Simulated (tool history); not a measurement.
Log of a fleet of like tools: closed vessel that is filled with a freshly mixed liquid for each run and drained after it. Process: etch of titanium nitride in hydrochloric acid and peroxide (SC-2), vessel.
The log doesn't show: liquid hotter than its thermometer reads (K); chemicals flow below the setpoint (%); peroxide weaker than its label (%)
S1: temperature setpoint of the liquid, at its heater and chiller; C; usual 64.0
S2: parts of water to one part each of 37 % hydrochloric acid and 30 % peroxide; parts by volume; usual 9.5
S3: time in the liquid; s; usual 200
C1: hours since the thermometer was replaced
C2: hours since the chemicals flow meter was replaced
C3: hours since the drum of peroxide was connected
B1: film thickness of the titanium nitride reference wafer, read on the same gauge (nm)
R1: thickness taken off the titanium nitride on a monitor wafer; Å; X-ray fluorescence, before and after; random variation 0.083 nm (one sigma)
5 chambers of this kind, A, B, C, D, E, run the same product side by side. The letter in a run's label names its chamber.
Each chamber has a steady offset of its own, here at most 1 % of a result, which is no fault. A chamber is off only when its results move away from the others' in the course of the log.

run 1C hour=8.9 | S1=64.0 S2=9.5 S3=200 | C1=1237.8 C2=1201.0 C3=389.9 | B1=130.00 | R1=116.880
run 2A hour=17.8 | S1=64.0 S2=9.5 S3=200 | C1=427.2 C2=76.7 C3=287.6 | B1=130.01 | R1=116.740
run 3B hour=27.2 | S1=64.0 S2=9.5 S3=200 | C1=1998.8 C2=107.1 C3=355.3 | B1=129.98 | R1=116.670
run 4E hour=36.2 | S1=64.0 S2=9.5 S3=200 | C1=260.5 C2=53.6 C3=942.5 | B1=129.99 | R1=115.860
run 5D hour=44.1 | S1=64.0 S2=9.5 S3=200 | C1=1926.3 C2=1413.5 C3=478.5 | B1=130.01 | R1=115.450
-- hour=51.2 chamber E: new drum of peroxide connected
run 6A hour=55.6 | S1=64.0 S2=7.5 S3=120 | C1=465.0 C2=114.5 C3=325.4 | B1=130.00 | R1=83.727
-- hour=64.5 chamber B: thermometer replaced
run 7D hour=67.1 | S1=64.0 S2=7.5 S3=120 | C1=1949.3 C2=1436.5 C3=501.5 | B1=130.01 | R1=84.299
run 8B hour=77.1 | S1=64.0 S2=7.5 S3=120 | C1=12.7 C2=157.0 C3=405.2 | B1=129.99 | R1=84.246
run 9C hour=89.4 | S1=64.0 S2=7.5 S3=120 | C1=1318.3 C2=1281.5 C3=470.4 | B1=130.00 | R1=85.416
run 10E hour=100.1 | S1=64.0 S2=7.5 S3=120 | C1=324.4 C2=117.5 C3=49.0 | B1=130.01 | R1=83.008
run 11A hour=111.1 | S1=55.5 S2=5.0 S3=200 | C1=520.5 C2=170.0 C3=380.9 | B1=130.00 | R1=109.220
run 12E hour=119.5 | S1=55.5 S2=5.0 S3=200 | C1=343.8 C2=136.9 C3=68.4 | B1=129.99 | R1=111.360
run 13B hour=129.3 | S1=55.5 S2=5.0 S3=200 | C1=64.9 C2=209.2 C3=457.4 | B1=130.01 | R1=112.120
run 14C hour=140.7 | S1=55.5 S2=5.0 S3=200 | C1=1369.6 C2=1332.8 C3=521.7 | B1=129.99 | R1=113.980
run 15D hour=147.1 | S1=55.5 S2=5.0 S3=200 | C1=2029.3 C2=1516.5 C3=581.5 | B1=129.99 | R1=110.830
run 16B hour=159.9 | S1=64.0 S2=9.5 S3=200 | C1=95.5 C2=239.8 C3=488.0 | B1=130.00 | R1=116.880
run 17A hour=171.4 | S1=64.0 S2=9.5 S3=200 | C1=580.8 C2=230.3 C3=441.2 | B1=130.01 | R1=115.770
run 18D hour=178.1 | S1=64.0 S2=9.5 S3=200 | C1=2060.3 C2=1547.5 C3=612.5 | B1=129.99 | R1=116.530
run 19C hour=186.6 | S1=64.0 S2=9.5 S3=200 | C1=1415.5 C2=1378.7 C3=567.6 | B1=130.01 | R1=117.840
run 20E hour=198.0 | S1=64.0 S2=9.5 S3=200 | C1=422.3 C2=215.4 C3=146.9 | B1=129.99 | R1=115.620
run 21A hour=203.7 | S1=64.0 S2=9.5 S3=120 | C1=613.1 C2=262.6 C3=473.5 | B1=130.00 | R1=70.045
run 22B hour=216.5 | S1=64.0 S2=9.5 S3=120 | C1=152.1 C2=296.4 C3=544.6 | B1=129.98 | R1=70.160
run 23E hour=224.3 | S1=64.0 S2=9.5 S3=120 | C1=448.6 C2=241.7 C3=173.2 | B1=130.01 | R1=69.887
run 24D hour=234.2 | S1=64.0 S2=9.5 S3=120 | C1=2116.4 C2=1603.6 C3=668.6 | B1=130.00 | R1=68.979
run 25C hour=241.4 | S1=64.0 S2=9.5 S3=120 | C1=1470.3 C2=1433.5 C3=622.4 | B1=130.01 | R1=71.094
run 26E hour=250.2 | S1=67.5 S2=4.5 S3=200 | C1=474.5 C2=267.6 C3=199.1 | B1=129.99 | R1=250.130
run 27A hour=256.2 | S1=67.5 S2=4.5 S3=200 | C1=665.6 C2=315.1 C3=526.0 | B1=130.01 | R1=250.810
run 28B hour=268.5 | S1=67.5 S2=4.5 S3=200 | C1=204.1 C2=348.4 C3=596.6 | B1=129.99 | R1=252.760
run 29C hour=280.4 | S1=67.5 S2=4.5 S3=200 | C1=1509.3 C2=1472.5 C3=661.4 | B1=130.01 | R1=256.270
run 30D hour=292.9 | S1=67.5 S2=4.5 S3=200 | C1=2175.1 C2=1662.3 C3=727.3 | B1=129.99 | R1=260.290
run 31C hour=299.9 | S1=64.0 S2=9.5 S3=200 | C1=1528.8 C2=1492.0 C3=680.9 | B1=130.01 | R1=116.070
run 32E hour=310.9 | S1=64.0 S2=9.5 S3=200 | C1=535.2 C2=328.3 C3=259.8 | B1=129.99 | R1=116.270
run 33B hour=323.9 | S1=64.0 S2=9.5 S3=200 | C1=259.5 C2=403.8 C3=652.0 | B1=130.01 | R1=116.600
run 34A hour=330.0 | S1=54.5 S2=9.5 S3=310 | C1=739.4 C2=388.9 C3=599.8 | B1=130.01 | R1=98.299
run 35D hour=340.2 | S1=54.5 S2=9.5 S3=310 | C1=2222.4 C2=1709.6 C3=774.6 | B1=129.99 | R1=98.215
run 36A hour=353.0 | S1=54.5 S2=9.5 S3=310 | C1=762.4 C2=411.9 C3=622.8 | B1=130.01 | R1=98.377
run 37D hour=364.9 | S1=54.5 S2=9.5 S3=310 | C1=2247.1 C2=1734.3 C3=799.3 | B1=130.01 | R1=98.540
run 38B hour=377.3 | S1=54.5 S2=9.5 S3=310 | C1=312.9 C2=457.2 C3=705.4 | B1=130.01 | R1=98.949

What goes on in this fleet: one chamber off, a drifting gauge, or nothing beyond the chambers' own small offsets? Name the chamber and the cause, if any.

No chamber stands off beyond its own small offset, and the gauge holds steady.
